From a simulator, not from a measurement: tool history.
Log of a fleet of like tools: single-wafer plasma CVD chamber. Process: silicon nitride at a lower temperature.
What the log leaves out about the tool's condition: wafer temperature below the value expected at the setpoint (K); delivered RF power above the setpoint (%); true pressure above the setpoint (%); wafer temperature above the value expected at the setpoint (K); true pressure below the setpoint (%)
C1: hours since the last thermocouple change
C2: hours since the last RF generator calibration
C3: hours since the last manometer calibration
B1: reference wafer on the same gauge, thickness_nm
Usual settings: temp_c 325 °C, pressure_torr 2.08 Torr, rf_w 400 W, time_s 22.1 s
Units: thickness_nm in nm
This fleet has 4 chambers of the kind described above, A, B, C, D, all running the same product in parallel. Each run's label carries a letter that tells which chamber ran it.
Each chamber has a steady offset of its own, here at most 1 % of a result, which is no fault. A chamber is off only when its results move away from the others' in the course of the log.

run 1A hour=6.1 | temp_c=325 pressure_torr=2.08 rf_w=400 time_s=22.1 | C1=719.7 C2=438.9 C3=724.4 | B1=36.705 | thickness_nm=34.060
run 2D hour=15.5 | temp_c=325 pressure_torr=2.08 rf_w=400 time_s=22.1 | C1=1172.4 C2=829.3 C3=823.5 | B1=36.709 | thickness_nm=33.652
run 3B hour=22.0 | temp_c=325 pressure_torr=2.08 rf_w=400 time_s=22.1 | C1=1709.6 C2=641.4 C3=161.3 | B1=36.693 | thickness_nm=33.722
run 4C hour=32.8 | temp_c=325 pressure_torr=2.08 rf_w=400 time_s=22.1 | C1=1036.9 C2=578.3 C3=2786.2 | B1=36.731 | thickness_nm=33.814
run 5C hour=39.8 | temp_c=325 pressure_torr=2.08 rf_w=400 time_s=22.1 | C1=1043.9 C2=585.3 C3=2793.2 | B1=36.719 | thickness_nm=33.786
run 6D hour=48.0 | temp_c=325 pressure_torr=2.08 rf_w=400 time_s=22.1 | C1=1204.9 C2=861.8 C3=856.0 | B1=36.737 | thickness_nm=33.702
-- hour=53.0 chamber D: capacitance manometer re-zeroed and calibrated
run 7B hour=55.7 | temp_c=325 pressure_torr=2.08 rf_w=400 time_s=22.1 | C1=1743.3 C2=675.1 C3=195.0 | B1=36.746 | thickness_nm=33.804
run 8A hour=67.0 | temp_c=325 pressure_torr=2.08 rf_w=400 time_s=22.1 | C1=780.6 C2=499.8 C3=785.3 | B1=36.736 | thickness_nm=34.103
run 9C hour=74.1 | temp_c=330 pressure_torr=2.08 rf_w=445 time_s=22.1 | C1=1078.2 C2=619.6 C3=2827.5 | B1=36.730 | thickness_nm=35.933
run 10B hour=81.8 | temp_c=330 pressure_torr=2.08 rf_w=445 time_s=22.1 | C1=1769.4 C2=701.2 C3=221.1 | B1=36.747 | thickness_nm=35.966
run 11A hour=89.7 | temp_c=330 pressure_torr=2.08 rf_w=445 time_s=22.1 | C1=803.3 C2=522.5 C3=808.0 | B1=36.757 | thickness_nm=36.359
run 12D hour=98.0 | temp_c=330 pressure_torr=2.08 rf_w=445 time_s=22.1 | C1=1254.9 C2=911.8 C3=45.0 | B1=36.765 | thickness_nm=35.750
run 13A hour=109.7 | temp_c=325 pressure_torr=2.08 rf_w=400 time_s=22.1 | C1=823.3 C2=542.5 C3=828.0 | B1=36.776 | thickness_nm=34.261
run 14C hour=121.5 | temp_c=334 pressure_torr=2.08 rf_w=425 time_s=22.1 | C1=1125.6 C2=667.0 C3=2874.9 | B1=36.776 | thickness_nm=34.960
run 15B hour=126.9 | temp_c=334 pressure_torr=2.08 rf_w=425 time_s=22.1 | C1=1814.5 C2=746.3 C3=266.2 | B1=36.778 | thickness_nm=34.928
run 16D hour=133.0 | temp_c=334 pressure_torr=2.08 rf_w=425 time_s=22.1 | C1=1289.9 C2=946.8 C3=80.0 | B1=36.788 | thickness_nm=34.827
run 17C hour=139.0 | temp_c=334 pressure_torr=2.08 rf_w=425 time_s=22.1 | C1=1143.1 C2=684.5 C3=2892.4 | B1=36.791 | thickness_nm=35.023
run 18A hour=151.3 | temp_c=325 pressure_torr=2.08 rf_w=400 time_s=22.1 | C1=864.9 C2=584.1 C3=869.6 | B1=36.790 | thickness_nm=34.300
run 19B hour=159.8 | temp_c=325 pressure_torr=2.08 rf_w=400 time_s=22.1 | C1=1847.4 C2=779.2 C3=299.1 | B1=36.803 | thickness_nm=33.907
run 20D hour=168.3 | temp_c=325 pressure_torr=2.08 rf_w=400 time_s=22.1 | C1=1325.2 C2=982.1 C3=115.3 | B1=36.815 | thickness_nm=33.785
run 21C hour=180.4 | temp_c=325 pressure_torr=2.08 rf_w=400 time_s=22.1 | C1=1184.5 C2=725.9 C3=2933.8 | B1=36.829 | thickness_nm=33.910
run 22B hour=190.4 | temp_c=325 pressure_torr=2.08 rf_w=400 time_s=22.1 | C1=1878.0 C2=809.8 C3=329.7 | B1=36.825 | thickness_nm=33.876
run 23D hour=199.8 | temp_c=325 pressure_torr=2.08 rf_w=400 time_s=22.1 | C1=1356.7 C2=1013.6 C3=146.8 | B1=36.831 | thickness_nm=33.793
run 24A hour=205.5 | temp_c=325 pressure_torr=2.08 rf_w=400 time_s=22.1 | C1=919.1 C2=638.3 C3=923.8 | B1=36.830 | thickness_nm=34.201
run 25D hour=215.1 | temp_c=325 pressure_torr=2.08 rf_w=400 time_s=22.1 | C1=1372.0 C2=1028.9 C3=162.1 | B1=36.845 | thickness_nm=33.806
run 26C hour=222.7 | temp_c=325 pressure_torr=2.08 rf_w=400 time_s=22.1 | C1=1226.8 C2=768.2 C3=2976.1 | B1=36.847 | thickness_nm=33.856
run 27A hour=234.0 | temp_c=325 pressure_torr=2.08 rf_w=400 time_s=22.1 | C1=947.6 C2=666.8 C3=952.3 | B1=36.848 | thickness_nm=34.267
run 28B hour=245.2 | temp_c=325 pressure_torr=2.08 rf_w=400 time_s=22.1 | C1=1932.8 C2=864.6 C3=384.5 | B1=36.865 | thickness_nm=33.873
run 29A hour=252.4 | temp_c=325 pressure_torr=2.08 rf_w=400 time_s=22.1 | C1=966.0 C2=685.2 C3=970.7 | B1=36.868 | thickness_nm=34.225
run 30C hour=261.1 | temp_c=325 pressure_torr=2.08 rf_w=400 time_s=22.1 | C1=1265.2 C2=806.6 C3=3014.5 | B1=36.871 | thickness_nm=33.985
-- hour=265.4 chamber D: RF generator calibrated
run 31D hour=272.1 | temp_c=325 pressure_torr=2.08 rf_w=400 time_s=22.1 | C1=1429.0 C2=6.7 C3=219.1 | B1=36.872 | thickness_nm=33.773
run 32B hour=281.0 | temp_c=325 pressure_torr=2.08 rf_w=400 time_s=22.1 | C1=1968.6 C2=900.4 C3=420.3 | B1=36.879 | thickness_nm=33.904
run 33D hour=290.5 | temp_c=325 pressure_torr=2.08 rf_w=400 time_s=22.1 | C1=1447.4 C2=25.1 C3=237.5 | B1=36.878 | thickness_nm=33.791
run 34C hour=300.6 | temp_c=325 pressure_torr=2.08 rf_w=400 time_s=22.1 | C1=1304.7 C2=846.1 C3=3054.0 | B1=36.900 | thickness_nm=33.930

Is one chamber out of step, is the gauge drifting, or do the chambers differ by no more than their own small offsets? For an off chamber, give its letter and the likeliest cause.

None of the chambers is off. What moves is the gauge, dragging all their readings along together.
Cause: gauge reads high (%) = 0.551.
